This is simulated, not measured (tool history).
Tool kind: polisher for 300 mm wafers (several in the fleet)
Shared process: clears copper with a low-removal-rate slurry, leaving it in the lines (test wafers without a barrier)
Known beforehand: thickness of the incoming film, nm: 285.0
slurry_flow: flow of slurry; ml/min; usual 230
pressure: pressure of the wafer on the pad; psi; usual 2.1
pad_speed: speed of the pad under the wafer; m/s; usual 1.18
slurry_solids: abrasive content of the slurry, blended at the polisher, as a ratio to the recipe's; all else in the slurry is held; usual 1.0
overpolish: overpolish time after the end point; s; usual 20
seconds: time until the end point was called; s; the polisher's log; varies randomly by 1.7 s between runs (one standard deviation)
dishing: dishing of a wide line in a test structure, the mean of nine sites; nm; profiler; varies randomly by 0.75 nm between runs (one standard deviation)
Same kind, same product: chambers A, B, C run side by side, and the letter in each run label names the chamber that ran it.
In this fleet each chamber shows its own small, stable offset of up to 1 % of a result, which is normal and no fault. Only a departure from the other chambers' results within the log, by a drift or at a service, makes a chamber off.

run,hour,slurry_flow,pressure,pad_speed,slurry_solids,overpolish,seconds,dishing
# hour 1.5: chamber B: worn pad replaced by a new one
1C,8.8,230,2.1,1.18,1.0,20,105.940,36.415
2B,19.6,230,2.1,1.18,1.0,20,109.060,33.631
# hour 26.8: chamber C: worn pad replaced by a new one
3A,28.5,230,2.1,1.18,1.0,20,105.300,36.349
4B,35.6,230,2.1,1.18,1.0,20,103.500,35.650
# hour 45.5: chamber B: slurry blender recalibrated
# hour 47.4: chamber C: slurry nozzle cleaned
5A,47.7,230,2.1,1.18,1.0,20,108.460,35.191
6C,55.7,230,2.1,1.18,1.0,20,108.560,35.274
7C,65.0,230,2.1,1.18,1.0,20,104.370,35.358
8B,71.0,230,2.1,1.18,1.0,20,107.940,34.882
# hour 75.3: chamber A: worn pad replaced by a new one
9A,81.9,230,2.1,1.18,1.0,20,103.450,34.952
10A,88.9,230,2.1,1.18,1.0,20,105.320,35.933
11B,95.7,230,2.1,1.18,1.0,20,107.900,34.602
12C,103.4,230,2.1,1.18,1.0,20,105.190,35.288
# hour 105.2: chamber C: head pressure recalibrated
# hour 107.6: chamber B: slurry nozzle cleaned
# hour 113.2: chamber B: worn pad replaced by a new one
13C,113.9,230,2.1,1.18,1.0,20,107.150,34.837
14A,123.3,230,2.1,1.18,1.0,20,103.080,37.022
15B,135.5,230,2.1,1.18,1.0,20,105.800,35.115
16A,145.3,230,2.1,1.18,1.0,20,103.920,35.253
# hour 149.8: chamber C: slurry blender recalibrated
17C,152.9,230,2.1,1.18,1.0,20,108.260,34.747
18B,162.0,230,2.1,1.18,1.0,20,103.640,35.440
19B,169.8,230,2.1,1.00,1.2,20,120.140,31.664
# hour 174.5: chamber A: worn pad replaced by a new one
20C,176.6,230,2.1,1.00,1.2,20,117.830,31.976
21A,189.1,230,2.1,1.00,1.2,20,115.230,31.800
22B,194.7,230,2.1,1.18,1.0,20,106.860,35.846
23A,202.5,230,2.1,1.18,1.0,20,99.722,37.683
# hour 212.5: chamber B: slurry blender recalibrated
24C,214.3,230,2.1,1.18,1.0,20,107.810,35.462
25B,222.4,230,2.1,1.18,1.0,20,107.590,36.532
26A,228.1,230,2.1,1.18,1.0,20,96.392,37.124
# hour 229.0: chamber B: worn pad replaced by a new one
27C,239.6,230,2.1,1.18,1.0,20,106.600,35.766
28A,247.8,230,2.1,1.18,1.0,20,99.641,36.891
# hour 251.5: chamber C: worn pad replaced by a new one
29B,255.1,230,2.1,1.18,1.0,20,106.900,35.474
# hour 255.5: chamber A: worn pad replaced by a new one
30C,264.7,230,2.1,1.18,1.0,20,103.830,34.830
# hour 269.7: chamber A: slurry blender recalibrated
31B,275.5,230,2.1,1.18,1.0,20,105.840,35.414
32C,287.6,230,2.1,1.18,1.0,20,105.330,34.498
33A,299.1,230,2.1,1.18,1.0,20,97.685,38.142
# hour 301.3: chamber B: slurry nozzle cleaned
34A,310.1,230,2.1,1.18,1.0,20,97.571,39.019
35B,318.3,230,2.1,1.18,1.0,20,106.230,34.166
# hour 327.0: chamber B: worn pad replaced by a new one
36C,327.0,230,2.1,1.18,1.0,20,107.140,35.538
37B,338.8,230,2.1,1.18,1.0,20,108.300,34.303
38A,344.9,230,2.1,1.46,1.0,31,77.559,59.322
39C,356.2,230,2.1,1.46,1.0,31,84.836,56.505
# hour 358.3: chamber B: slurry blender recalibrated
# hour 360.9: chamber A: worn pad replaced by a new one
40B,367.4,230,2.1,1.46,1.0,31,88.470,55.752
41A,373.3,230,2.1,1.18,1.0,20,97.219,39.169
42C,385.9,230,2.1,1.32,1.0,20,96.130,36.420
43C,394.4,230,2.1,1.32,1.0,20,94.931,37.603

The same settings go to every chamber for the next run, one line per chamber below. Forecast the results for each:
44A,403.4,230,2.1,1.18,1.0,20,?,?
44B,403.4,230,2.1,1.18,1.0,20,?,?
44C,403.4,230,2.1,1.18,1.0,20,?,?

run,seconds,dishing
44A,94.374,37.740
44B,107.220,34.359
44C,105.600,36.601

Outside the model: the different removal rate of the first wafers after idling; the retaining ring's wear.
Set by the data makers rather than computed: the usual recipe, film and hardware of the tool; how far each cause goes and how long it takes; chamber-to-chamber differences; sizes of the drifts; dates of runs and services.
